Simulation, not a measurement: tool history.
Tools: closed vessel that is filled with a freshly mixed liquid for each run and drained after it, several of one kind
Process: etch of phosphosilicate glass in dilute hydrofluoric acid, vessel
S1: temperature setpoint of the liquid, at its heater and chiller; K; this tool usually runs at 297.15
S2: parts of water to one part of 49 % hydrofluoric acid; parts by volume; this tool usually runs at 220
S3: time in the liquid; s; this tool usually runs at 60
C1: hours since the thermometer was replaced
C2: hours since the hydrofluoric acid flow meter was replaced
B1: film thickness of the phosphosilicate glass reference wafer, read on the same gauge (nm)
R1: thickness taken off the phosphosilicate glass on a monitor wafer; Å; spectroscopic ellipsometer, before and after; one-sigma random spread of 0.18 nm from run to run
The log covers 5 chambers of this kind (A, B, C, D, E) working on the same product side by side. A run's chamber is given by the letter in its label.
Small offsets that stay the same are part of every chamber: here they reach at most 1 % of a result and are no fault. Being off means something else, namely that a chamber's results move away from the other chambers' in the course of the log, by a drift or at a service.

run 1E hour=8.0 | S1=297.15 S2=220 S3=60 | C1=298.3 C2=114.7 | B1=79.995 | R1=268.19
run 2A hour=15.9 | S1=297.15 S2=220 S3=60 | C1=319.2 C2=1026.6 | B1=79.995 | R1=268.34
run 3D hour=22.7 | S1=297.15 S2=220 S3=60 | C1=461.0 C2=364.3 | B1=79.979 | R1=265.52
run 4B hour=34.0 | S1=297.15 S2=220 S3=60 | C1=236.7 C2=209.1 | B1=80.011 | R1=269.40
run 5C hour=40.5 | S1=297.15 S2=220 S3=60 | C1=768.1 C2=222.0 | B1=80.005 | R1=273.05
run 6C hour=45.9 | S1=297.15 S2=220 S3=60 | C1=773.5 C2=227.4 | B1=79.980 | R1=268.79
run 7D hour=57.0 | S1=297.15 S2=180 S3=90 | C1=495.3 C2=398.6 | B1=80.003 | R1=516.12
run 8E hour=65.0 | S1=297.15 S2=180 S3=90 | C1=355.3 C2=171.7 | B1=80.005 | R1=520.44
run 9A hour=73.3 | S1=297.15 S2=180 S3=90 | C1=376.6 C2=1084.0 | B1=79.997 | R1=510.99
run 10B hour=82.7 | S1=297.15 S2=180 S3=90 | C1=285.4 C2=257.8 | B1=80.000 | R1=509.59
run 11A hour=93.8 | S1=297.15 S2=180 S3=90 | C1=397.1 C2=1104.5 | B1=79.968 | R1=518.01
run 12B hour=103.9 | S1=297.15 S2=220 S3=60 | C1=306.6 C2=279.0 | B1=80.002 | R1=263.17
run 13E hour=112.6 | S1=297.15 S2=220 S3=60 | C1=402.9 C2=219.3 | B1=79.994 | R1=273.07
run 14C hour=122.8 | S1=294.65 S2=220 S3=60 | C1=850.4 C2=304.3 | B1=79.975 | R1=251.56
run 15D hour=128.6 | S1=294.65 S2=220 S3=60 | C1=566.9 C2=470.2 | B1=79.982 | R1=242.26
run 16E hour=137.0 | S1=294.65 S2=220 S3=60 | C1=427.3 C2=243.7 | B1=80.013 | R1=247.45
run 17B hour=147.3 | S1=294.65 S2=220 S3=60 | C1=350.0 C2=322.4 | B1=79.995 | R1=242.90
-- hour=153.9 chamber A: thermometer replaced
run 18A hour=155.6 | S1=294.65 S2=220 S3=60 | C1=1.8 C2=1166.3 | B1=79.991 | R1=241.28
run 19D hour=164.1 | S1=297.15 S2=220 S3=60 | C1=602.4 C2=505.7 | B1=79.960 | R1=270.52
run 20C hour=171.1 | S1=297.15 S2=220 S3=60 | C1=898.7 C2=352.6 | B1=80.021 | R1=274.01
run 21E hour=177.6 | S1=297.15 S2=220 S3=60 | C1=467.9 C2=284.3 | B1=79.995 | R1=273.97
run 22C hour=182.7 | S1=297.15 S2=220 S3=60 | C1=910.3 C2=364.2 | B1=79.976 | R1=276.05
run 23A hour=188.6 | S1=297.15 S2=220 S3=60 | C1=34.8 C2=1199.3 | B1=79.999 | R1=267.17
run 24B hour=194.9 | S1=297.15 S2=220 S3=60 | C1=397.6 C2=370.0 | B1=80.033 | R1=269.13
run 25D hour=203.8 | S1=297.15 S2=220 S3=60 | C1=642.1 C2=545.4 | B1=79.995 | R1=269.57
run 26E hour=211.6 | S1=297.15 S2=220 S3=60 | C1=501.9 C2=318.3 | B1=79.990 | R1=272.09
run 27B hour=220.2 | S1=297.15 S2=220 S3=60 | C1=422.9 C2=395.3 | B1=79.965 | R1=266.30
run 28A hour=225.9 | S1=297.15 S2=220 S3=60 | C1=72.1 C2=1236.6 | B1=80.026 | R1=271.45
run 29D hour=235.9 | S1=297.15 S2=120 S3=75 | C1=674.2 C2=577.5 | B1=79.984 | R1=719.16
run 30C hour=244.9 | S1=297.15 S2=120 S3=75 | C1=972.5 C2=426.4 | B1=79.987 | R1=712.10
run 31B hour=253.0 | S1=297.15 S2=120 S3=75 | C1=455.7 C2=428.1 | B1=80.023 | R1=687.57
run 32C hour=264.9 | S1=297.15 S2=120 S3=75 | C1=992.5 C2=446.4 | B1=80.000 | R1=710.31
run 33E hour=276.1 | S1=297.15 S2=120 S3=75 | C1=566.4 C2=382.8 | B1=80.005 | R1=699.03
run 34A hour=281.7 | S1=297.15 S2=220 S3=60 | C1=127.9 C2=1292.4 | B1=80.006 | R1=265.47
run 35D hour=293.0 | S1=297.15 S2=220 S3=60 | C1=731.3 C2=634.6 | B1=79.992 | R1=281.06
run 36C hour=298.4 | S1=297.15 S2=220 S3=60 | C1=1026.0 C2=479.9 | B1=79.999 | R1=272.07
run 37B hour=309.6 | S1=297.15 S2=220 S3=60 | C1=512.3 C2=484.7 | B1=80.028 | R1=269.26
run 38D hour=320.5 | S1=297.15 S2=220 S3=75 | C1=758.8 C2=662.1 | B1=80.004 | R1=349.84
run 39E hour=326.2 | S1=297.15 S2=220 S3=75 | C1=616.5 C2=432.9 | B1=79.988 | R1=339.94
-- hour=332.4 chamber E: hydrofluoric acid flow meter replaced
run 40A hour=333.4 | S1=297.15 S2=220 S3=75 | C1=179.6 C2=1344.1 | B1=80.012 | R1=333.52
-- hour=343.4 chamber C: thermometer replaced
run 41E hour=344.0 | S1=297.15 S2=220 S3=75 | C1=634.3 C2=11.7 | B1=80.003 | R1=340.63
run 42C hour=354.9 | S1=297.15 S2=220 S3=75 | C1=11.6 C2=536.4 | B1=80.028 | R1=336.27

Each of the 5 chambers runs these same settings next. Fill in every chamber's results:
run 43A hour=363.4 | S1=297.15 S2=270 S3=60 | R1=?
run 43B hour=363.4 | S1=297.15 S2=270 S3=60 | R1=?
run 43C hour=363.4 | S1=297.15 S2=270 S3=60 | R1=?
run 43D hour=363.4 | S1=297.15 S2=270 S3=60 | R1=?
run 43E hour=363.4 | S1=297.15 S2=270 S3=60 | R1=?

run=43A R1=203.83
run=43B R1=209.48
run=43C R1=211.50
run=43D R1=218.61
run=43E R1=208.35
